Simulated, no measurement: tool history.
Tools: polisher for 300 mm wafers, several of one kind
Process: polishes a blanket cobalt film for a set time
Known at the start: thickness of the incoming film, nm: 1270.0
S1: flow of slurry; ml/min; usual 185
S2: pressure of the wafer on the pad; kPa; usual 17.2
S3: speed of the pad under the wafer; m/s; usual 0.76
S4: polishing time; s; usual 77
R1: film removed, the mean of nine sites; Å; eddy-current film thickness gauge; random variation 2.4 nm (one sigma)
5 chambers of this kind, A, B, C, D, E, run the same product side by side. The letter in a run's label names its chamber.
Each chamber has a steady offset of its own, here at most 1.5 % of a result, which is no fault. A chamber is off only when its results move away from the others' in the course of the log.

{"run": "1E", "hour": 7.5, "S1": 185, "S2": 17.2, "S3": 0.76, "S4": 77, "R1": 2971.3}
{"run": "2C", "hour": 15.1, "S1": 185, "S2": 17.2, "S3": 0.76, "S4": 77, "R1": 3026.4}
{"hour": 17.4, "done": "chamber E: worn pad replaced by a new one"}
{"run": "3B", "hour": 19.1, "S1": 185, "S2": 17.2, "S3": 0.76, "S4": 77, "R1": 3077.4}
{"run": "4D", "hour": 24.0, "S1": 185, "S2": 17.2, "S3": 0.76, "S4": 77, "R1": 3061.3}
{"hour": 24.8, "done": "chamber B: slurry nozzle cleaned"}
{"run": "5A", "hour": 28.1, "S1": 185, "S2": 17.2, "S3": 0.76, "S4": 77, "R1": 2938.8}
{"hour": 31.6, "done": "chamber A: worn pad replaced by a new one"}
{"run": "6C", "hour": 34.0, "S1": 185, "S2": 17.2, "S3": 0.76, "S4": 77, "R1": 3042.4}
{"run": "7E", "hour": 38.3, "S1": 185, "S2": 17.2, "S3": 0.76, "S4": 77, "R1": 2963.5}
{"run": "8B", "hour": 44.9, "S1": 185, "S2": 17.2, "S3": 0.76, "S4": 77, "R1": 3050.5}
{"run": "9D", "hour": 49.8, "S1": 185, "S2": 17.2, "S3": 0.76, "S4": 77, "R1": 3018.1}
{"run": "10A", "hour": 54.2, "S1": 185, "S2": 11.7, "S3": 0.76, "S4": 77, "R1": 2063.7}
{"run": "11B", "hour": 62.5, "S1": 185, "S2": 11.7, "S3": 0.76, "S4": 77, "R1": 2083.0}
{"hour": 65.4, "done": "chamber D: worn pad replaced by a new one"}
{"run": "12A", "hour": 69.7, "S1": 185, "S2": 11.7, "S3": 0.76, "S4": 77, "R1": 2048.8}
{"run": "13C", "hour": 76.1, "S1": 185, "S2": 11.7, "S3": 0.76, "S4": 77, "R1": 2056.9}
{"hour": 77.4, "done": "chamber A: worn pad replaced by a new one"}
{"hour": 78.5, "done": "chamber C: worn pad replaced by a new one"}
{"hour": 81.3, "done": "chamber E: worn pad replaced by a new one"}
{"run": "14D", "hour": 82.0, "S1": 185, "S2": 11.7, "S3": 0.76, "S4": 77, "R1": 2071.5}
{"hour": 82.4, "done": "chamber B: worn pad replaced by a new one"}
{"run": "15E", "hour": 88.6, "S1": 185, "S2": 17.2, "S3": 0.76, "S4": 77, "R1": 3002.9}
{"run": "16D", "hour": 96.0, "S1": 215, "S2": 17.2, "S3": 0.76, "S4": 55, "R1": 2228.5}
{"run": "17A", "hour": 99.6, "S1": 215, "S2": 17.2, "S3": 0.76, "S4": 55, "R1": 2188.5}
{"run": "18B", "hour": 103.4, "S1": 215, "S2": 17.2, "S3": 0.76, "S4": 55, "R1": 2238.0}
{"run": "19E", "hour": 108.1, "S1": 215, "S2": 17.2, "S3": 0.76, "S4": 55, "R1": 2148.7}
{"run": "20C", "hour": 113.5, "S1": 215, "S2": 17.2, "S3": 0.76, "S4": 55, "R1": 2209.2}
{"run": "21D", "hour": 121.6, "S1": 185, "S2": 17.2, "S3": 0.76, "S4": 77, "R1": 3066.0}
{"run": "22E", "hour": 125.3, "S1": 185, "S2": 12.4, "S3": 0.66, "S4": 77, "R1": 1881.8}
{"hour": 127.0, "done": "chamber A: worn pad replaced by a new one"}
{"hour": 132.3, "done": "chamber A: head pressure recalibrated"}
{"run": "23C", "hour": 133.3, "S1": 185, "S2": 12.4, "S3": 0.66, "S4": 77, "R1": 1924.1}
{"run": "24B", "hour": 140.0, "S1": 185, "S2": 12.4, "S3": 0.66, "S4": 77, "R1": 1935.9}
{"run": "25A", "hour": 144.5, "S1": 185, "S2": 12.4, "S3": 0.66, "S4": 77, "R1": 1740.0}
{"hour": 144.8, "done": "chamber E: worn pad replaced by a new one"}
{"run": "26B", "hour": 149.6, "S1": 185, "S2": 12.4, "S3": 0.66, "S4": 77, "R1": 1942.9}
{"hour": 153.4, "done": "chamber D: worn pad replaced by a new one"}
{"run": "27D", "hour": 154.5, "S1": 240, "S2": 17.2, "S3": 0.76, "S4": 77, "R1": 3166.8}
{"run": "28E", "hour": 161.6, "S1": 240, "S2": 17.2, "S3": 0.76, "S4": 77, "R1": 3063.3}
{"hour": 166.9, "done": "chamber A: worn pad replaced by a new one"}
{"run": "29A", "hour": 167.1, "S1": 240, "S2": 17.2, "S3": 0.76, "S4": 77, "R1": 2894.5}
{"hour": 170.4, "done": "chamber C: worn pad replaced by a new one"}
{"run": "30C", "hour": 173.6, "S1": 240, "S2": 17.2, "S3": 0.76, "S4": 77, "R1": 3135.9}
{"hour": 174.4, "done": "chamber B: worn pad replaced by a new one"}
{"run": "31D", "hour": 178.0, "S1": 240, "S2": 17.2, "S3": 0.76, "S4": 77, "R1": 3131.6}
{"hour": 178.3, "done": "chamber D: slurry nozzle cleaned"}
{"run": "32C", "hour": 182.2, "S1": 185, "S2": 17.2, "S3": 0.76, "S4": 77, "R1": 3024.4}
{"run": "33E", "hour": 185.8, "S1": 185, "S2": 17.2, "S3": 0.76, "S4": 67, "R1": 2631.1}
{"run": "34A", "hour": 192.2, "S1": 185, "S2": 17.2, "S3": 0.76, "S4": 67, "R1": 2434.3}
{"run": "35B", "hour": 196.0, "S1": 185, "S2": 17.2, "S3": 0.76, "S4": 67, "R1": 2653.5}
{"run": "36B", "hour": 200.3, "S1": 185, "S2": 17.2, "S3": 0.76, "S4": 67, "R1": 2653.7}
{"run": "37D", "hour": 205.4, "S1": 185, "S2": 17.2, "S3": 0.76, "S4": 67, "R1": 2636.6}
{"hour": 209.8, "done": "chamber E: worn pad replaced by a new one"}
{"run": "38E", "hour": 209.9, "S1": 185, "S2": 17.2, "S3": 0.76, "S4": 77, "R1": 3042.1}
{"hour": 214.4, "done": "chamber A: worn pad replaced by a new one"}
{"run": "39C", "hour": 214.5, "S1": 185, "S2": 20.0, "S3": 0.54, "S4": 77, "R1": 2478.7}
{"run": "40A", "hour": 222.5, "S1": 185, "S2": 20.0, "S3": 0.54, "S4": 77, "R1": 2271.9}

Next, every chamber runs the same settings. What will each give?
{"run": "41A", "hour": 228.4, "S1": 185, "S2": 13.1, "S3": 0.76, "S4": 77, "R1": "?"}
{"run": "41B", "hour": 228.4, "S1": 185, "S2": 13.1, "S3": 0.76, "S4": 77, "R1": "?"}
{"run": "41C", "hour": 228.4, "S1": 185, "S2": 13.1, "S3": 0.76, "S4": 77, "R1": "?"}
{"run": "41D", "hour": 228.4, "S1": 185, "S2": 13.1, "S3": 0.76, "S4": 77, "R1": "?"}
{"run": "41E", "hour": 228.4, "S1": 185, "S2": 13.1, "S3": 0.76, "S4": 77, "R1": "?"}

run=41A R1=2102.0
run=41B R1=2346.6
run=41C R1=2268.5
run=41D R1=2308.1
run=41E R1=2312.9

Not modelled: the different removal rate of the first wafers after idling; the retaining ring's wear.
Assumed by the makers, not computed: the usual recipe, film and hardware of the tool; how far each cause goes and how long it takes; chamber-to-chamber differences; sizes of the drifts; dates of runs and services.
